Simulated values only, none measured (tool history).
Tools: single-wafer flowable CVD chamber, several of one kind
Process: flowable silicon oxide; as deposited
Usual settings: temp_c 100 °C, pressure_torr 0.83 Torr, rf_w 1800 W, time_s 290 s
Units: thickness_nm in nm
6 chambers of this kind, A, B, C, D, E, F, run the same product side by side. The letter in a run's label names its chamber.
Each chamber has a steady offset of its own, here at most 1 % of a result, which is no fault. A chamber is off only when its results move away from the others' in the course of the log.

| run | day | temp_c | pressure_torr | rf_w | time_s | hours since the last thermocouple change | hours since the last RF generator calibration | hours since the last manometer calibration | read-back reference wafer on the same gauge, thickness_nm | thickness_nm |
|---|---|---|---|---|---|---|---|---|---|---|
| 1F | 0.479 | 100 | 0.83 | 1800 | 290 | 159.8 | 831.9 | 548.3 | 216.84 | 181.5 |
|  | 0.488 | chamber B: thermocouple changed; heater temperature recalibrated |
| 2C | 0.696 | 100 | 0.83 | 1800 | 290 | 437.9 | 1245.9 | 2315.1 | 216.74 | 182.31 |
| 3A | 0.971 | 100 | 0.83 | 1800 | 290 | 241 | 1030.2 | 33.8 | 216.93 | 181.33 |
| 4D | 1.275 | 100 | 0.83 | 1800 | 290 | 562 | 804.4 | 1506.9 | 217.05 | 180.75 |
| 5B | 1.633 | 100 | 0.83 | 1800 | 290 | 27.5 | 645.8 | 667.8 | 216.85 | 180.68 |
| 6E | 1.925 | 100 | 0.83 | 1800 | 290 | 679.8 | 797.8 | 149.9 | 217.05 | 181.04 |
| 7C | 2.212 | 100 | 0.83 | 1800 | 290 | 474.3 | 1282.3 | 2351.5 | 217.11 | 181.7 |
| 8E | 2.629 | 100 | 0.83 | 1800 | 290 | 696.7 | 814.7 | 166.8 | 216.79 | 182.11 |
| 9F | 2.862 | 100 | 0.83 | 1800 | 290 | 217 | 889.1 | 605.5 | 216.88 | 181.12 |
| 10B | 3.212 | 100 | 0.656 | 1800 | 290 | 65.4 | 683.7 | 705.7 | 216.95 | 133.63 |
| 11A | 3.546 | 100 | 0.656 | 1800 | 290 | 302.8 | 1092 | 95.6 | 217.24 | 131.3 |
| 12D | 3.821 | 100 | 0.656 | 1800 | 290 | 623.1 | 865.5 | 1568 | 216.84 | 132.85 |
| 13F | 4.3 | 100 | 0.656 | 1800 | 290 | 251.5 | 923.6 | 640 | 217.08 | 132.84 |
|  | 4.708 | chamber D: capacitance manometer re-zeroed and calibrated |
| 14D | 4.754 | 100 | 0.656 | 1800 | 290 | 645.5 | 887.9 | 1.2 | 216.98 | 132.72 |
| 15C | 5.208 | 100 | 0.656 | 1800 | 290 | 546.2 | 1354.2 | 2423.4 | 216.83 | 131.86 |
|  | 5.429 | chamber A: RF generator calibrated |
| 16B | 5.662 | 100 | 0.83 | 1800 | 290 | 124.2 | 742.5 | 764.5 | 216.84 | 179.61 |
| 17E | 5.888 | 100 | 0.83 | 1800 | 290 | 774.9 | 892.9 | 245 | 216.9 | 182.83 |
| 18A | 6.133 | 100 | 0.83 | 1800 | 290 | 364.9 | 16.9 | 157.7 | 217.16 | 181.26 |
| 19F | 6.6 | 100 | 0.83 | 1800 | 290 | 306.7 | 978.8 | 695.2 | 216.8 | 182.36 |
| 20C | 6.954 | 100 | 0.83 | 1800 | 290 | 588.1 | 1396.1 | 2465.3 | 217.14 | 181.4 |
| 21D | 7.304 | 100 | 0.83 | 1800 | 290 | 706.7 | 949.1 | 62.4 | 217.13 | 180.01 |
| 22B | 7.758 | 100 | 0.83 | 1800 | 290 | 174.5 | 792.8 | 814.8 | 216.97 | 178.84 |
| 23E | 8.246 | 100 | 0.83 | 1800 | 290 | 831.5 | 949.5 | 301.6 | 217.05 | 182.27 |
| 24A | 8.688 | 100 | 0.83 | 1800 | 290 | 426.2 | 78.2 | 219 | 216.84 | 181.21 |
| 25C | 8.958 | 100 | 0.83 | 1800 | 290 | 636.2 | 1444.2 | 2513.4 | 216.88 | 181.61 |
| 26E | 9.238 | 100 | 0.83 | 1460 | 290 | 855.3 | 973.3 | 325.4 | 216.97 | 170.07 |
| 27A | 9.504 | 100 | 0.83 | 1460 | 290 | 445.8 | 97.8 | 238.6 | 217.12 | 168.77 |
| 28F | 9.729 | 100 | 0.83 | 1460 | 290 | 381.8 | 1053.9 | 770.3 | 217.06 | 170.68 |
| 29D | 10 | 100 | 0.83 | 1460 | 290 | 771.4 | 1013.8 | 127.1 | 216.91 | 170.06 |
| 30B | 10.225 | 100 | 0.83 | 1460 | 290 | 233.7 | 852 | 874 | 217.05 | 169.08 |
| 31D | 10.438 | 100 | 0.83 | 1460 | 290 | 781.9 | 1024.3 | 137.6 | 216.78 | 169.15 |
| 32A | 10.758 | 100 | 0.83 | 1800 | 290 | 475.9 | 127.9 | 268.7 | 217.13 | 181.36 |
| 33E | 11.125 | 100 | 0.83 | 1800 | 290 | 900.6 | 1018.6 | 370.7 | 216.8 | 180.43 |
| 34C | 11.512 | 100 | 0.83 | 1800 | 290 | 697.5 | 1505.5 | 2574.7 | 217.01 | 183.06 |
| 35B | 11.883 | 100 | 0.83 | 1800 | 290 | 273.5 | 891.8 | 913.8 | 217.08 | 180.54 |
| 36F | 12.304 | 100 | 0.83 | 1800 | 290 | 443.6 | 1115.7 | 832.1 | 216.89 | 182.08 |
| 37B | 12.646 | 100 | 0.83 | 1800 | 290 | 291.8 | 910.1 | 932.1 | 216.95 | 178.51 |
| 38F | 12.912 | 100 | 0.83 | 1800 | 290 | 458.2 | 1130.3 | 846.7 | 216.74 | 183.58 |
| 39C | 13.221 | 100 | 0.83 | 1800 | 290 | 738.5 | 1546.5 | 2615.7 | 217.12 | 181.26 |
| 40D | 13.621 | 100 | 0.83 | 1800 | 290 | 858.3 | 1100.7 | 214 | 216.93 | 180.42 |
| 41A | 13.958 | 100 | 0.83 | 1800 | 290 | 552.7 | 204.7 | 345.5 | 216.81 | 181.46 |
| 42E | 14.367 | 100 | 0.83 | 1800 | 290 | 978.4 | 1096.4 | 448.5 | 217.02 | 182.2 |
| 43E | 14.754 | 100 | 0.83 | 1800 | 290 | 987.7 | 1105.7 | 457.8 | 217.26 | 181.25 |
| 44A | 15.112 | 100 | 0.83 | 1800 | 290 | 580.4 | 232.4 | 373.2 | 216.88 | 181.77 |

All 6 chambers run these settings next. Forecast each chamber's results:
| 45A | 15.467 | 100 | 0.83 | 1800 | 290 |  |  |  |  | ? |
| 45B | 15.467 | 100 | 0.83 | 1800 | 290 |  |  |  |  | ? |
| 45C | 15.467 | 100 | 0.83 | 1800 | 290 |  |  |  |  | ? |
| 45D | 15.467 | 100 | 0.83 | 1800 | 290 |  |  |  |  | ? |
| 45E | 15.467 | 100 | 0.83 | 1800 | 290 |  |  |  |  | ? |
| 45F | 15.467 | 100 | 0.83 | 1800 | 290 |  |  |  |  | ? |

| run | thickness_nm |
|---|---|
| 45A | 181.26 |
| 45B | 178.84 |
| 45C | 181.43 |
| 45D | 180.26 |
| 45E | 181.67 |
| 45F | 182.4 |
